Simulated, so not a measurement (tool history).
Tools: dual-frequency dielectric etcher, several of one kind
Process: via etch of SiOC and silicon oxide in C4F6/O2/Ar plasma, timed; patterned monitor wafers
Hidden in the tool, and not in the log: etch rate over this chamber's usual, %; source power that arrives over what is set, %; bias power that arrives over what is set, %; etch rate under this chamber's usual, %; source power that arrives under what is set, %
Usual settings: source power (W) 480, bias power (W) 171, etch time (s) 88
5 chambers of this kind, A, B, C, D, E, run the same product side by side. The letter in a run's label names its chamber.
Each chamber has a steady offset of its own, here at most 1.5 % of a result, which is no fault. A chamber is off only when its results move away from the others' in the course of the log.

run   hour  source power (W)  bias power (W)  etch time (s)  hours since the last wet clean  hours since the last source power generator calibration  hours since the last bias power generator calibration  read-back reference wafer on the same gauge, depth_nm  mean etch depth across the wafer (angstrom)
 1B    6.8               480             171             88                            62.1                                                   1869.3                                                  336.5                                                 120.92                                      1054.00
 2D   16.7               480             171             88                           104.2                                                   1260.8                                                 1568.9                                                 121.01                                      1047.60
 3A   26.9               480             171             88                           167.8                                                   3461.2                                                 2718.6                                                 121.04                                      1071.00
 4C   34.8               480             171             88                           464.9                                                   1739.8                                                 3598.0                                                 120.98                                      1060.10
 5E   41.6               480             171             88                           411.4                                                    151.9                                                  157.2                                                 121.05                                      1049.40
 6A   50.7               480             171             88                           191.6                                                   3485.0                                                 2742.4                                                 121.04                                      1059.00
 7E   56.3               480             171             88                           426.1                                                    166.6                                                  171.9                                                 120.93                                      1051.60
 8D   65.6               480             171             88                           153.1                                                   1309.7                                                 1617.8                                                 121.01                                      1053.90
 9B   75.2               480             171             88                           130.5                                                   1937.7                                                  404.9                                                 121.00                                      1050.40
      79.1  -- chamber C: wet clean of the chamber
10C   80.9               480             171             88                             1.9                                                   1785.9                                                 3644.1                                                 121.05                                      1034.10
      85.0  -- chamber C: source power generator calibrated
11C   88.7               480             171             88                             9.7                                                      3.8                                                 3651.9                                                 121.03                                      1035.30
12A   98.2               480             171             88                           239.1                                                   3532.5                                                 2789.9                                                 120.98                                      1063.40
13D  106.5               480             171             88                           194.0                                                   1350.6                                                 1658.7                                                 120.94                                      1048.30
14E  111.7               480             171             88                           481.5                                                    222.0                                                  227.3                                                 121.04                                      1046.60
15B  121.0               480             171             88                           176.3                                                   1983.5                                                  450.7                                                 120.94                                      1054.80
16B  130.2               480             171             88                           185.5                                                   1992.7                                                  459.9                                                 121.00                                      1059.00
17E  137.7               480             171             88                           507.5                                                    248.0                                                  253.3                                                 120.96                                      1047.00
18C  145.5               410             213             88                            66.5                                                     60.6                                                 3708.7                                                 120.97                                      1037.70
19D  157.2               410             213             88                           244.7                                                   1401.3                                                 1709.4                                                 120.89                                      1056.80
20A  164.7               410             213             88                           305.6                                                   3599.0                                                 2856.4                                                 121.00                                      1072.10
21C  172.1               410             213             88                            93.1                                                     87.2                                                 3735.3                                                 121.06                                      1042.60
22D  182.8               410             213             88                           270.3                                                   1426.9                                                 1735.0                                                 121.00                                      1060.00
23B  188.5               570             171             88                           243.8                                                   2051.0                                                  518.2                                                 121.03                                      1128.10
24A  200.1               570             171             88                           341.0                                                   3634.4                                                 2891.8                                                 120.97                                      1138.20
25E  205.2               570             171             88                           575.0                                                    315.5                                                  320.8                                                 121.06                                      1127.50
26B  210.7               570             171             88                           266.0                                                   2073.2                                                  540.4                                                 121.06                                      1130.80
27A  219.4               570             171             88                           360.3                                                   3653.7                                                 2911.1                                                 121.03                                      1140.30
28C  229.7               480             171             88                           150.7                                                    144.8                                                 3792.9                                                 120.93                                      1035.70
29D  237.2               480             171             88                           324.7                                                   1481.3                                                 1789.4                                                 121.01                                      1051.40
30E  245.5               480             171             88                           615.3                                                    355.8                                                  361.1                                                 121.02                                      1043.90

Next, every chamber runs the same settings. What will each give?
31A  254.0               480             138             88                                                                                                                                                                                                                                                   ?
31B  254.0               480             138             88                                                                                                                                                                                                                                                   ?
31C  254.0               480             138             88                                                                                                                                                                                                                                                   ?
31D  254.0               480             138             88                                                                                                                                                                                                                                                   ?
31E  254.0               480             138             88                                                                                                                                                                                                                                                   ?

run  mean etch depth across the wafer (angstrom)
31A                                      1000.30
31B                                       982.63
31C                                       962.98
31D                                       981.81
31E                                       985.06

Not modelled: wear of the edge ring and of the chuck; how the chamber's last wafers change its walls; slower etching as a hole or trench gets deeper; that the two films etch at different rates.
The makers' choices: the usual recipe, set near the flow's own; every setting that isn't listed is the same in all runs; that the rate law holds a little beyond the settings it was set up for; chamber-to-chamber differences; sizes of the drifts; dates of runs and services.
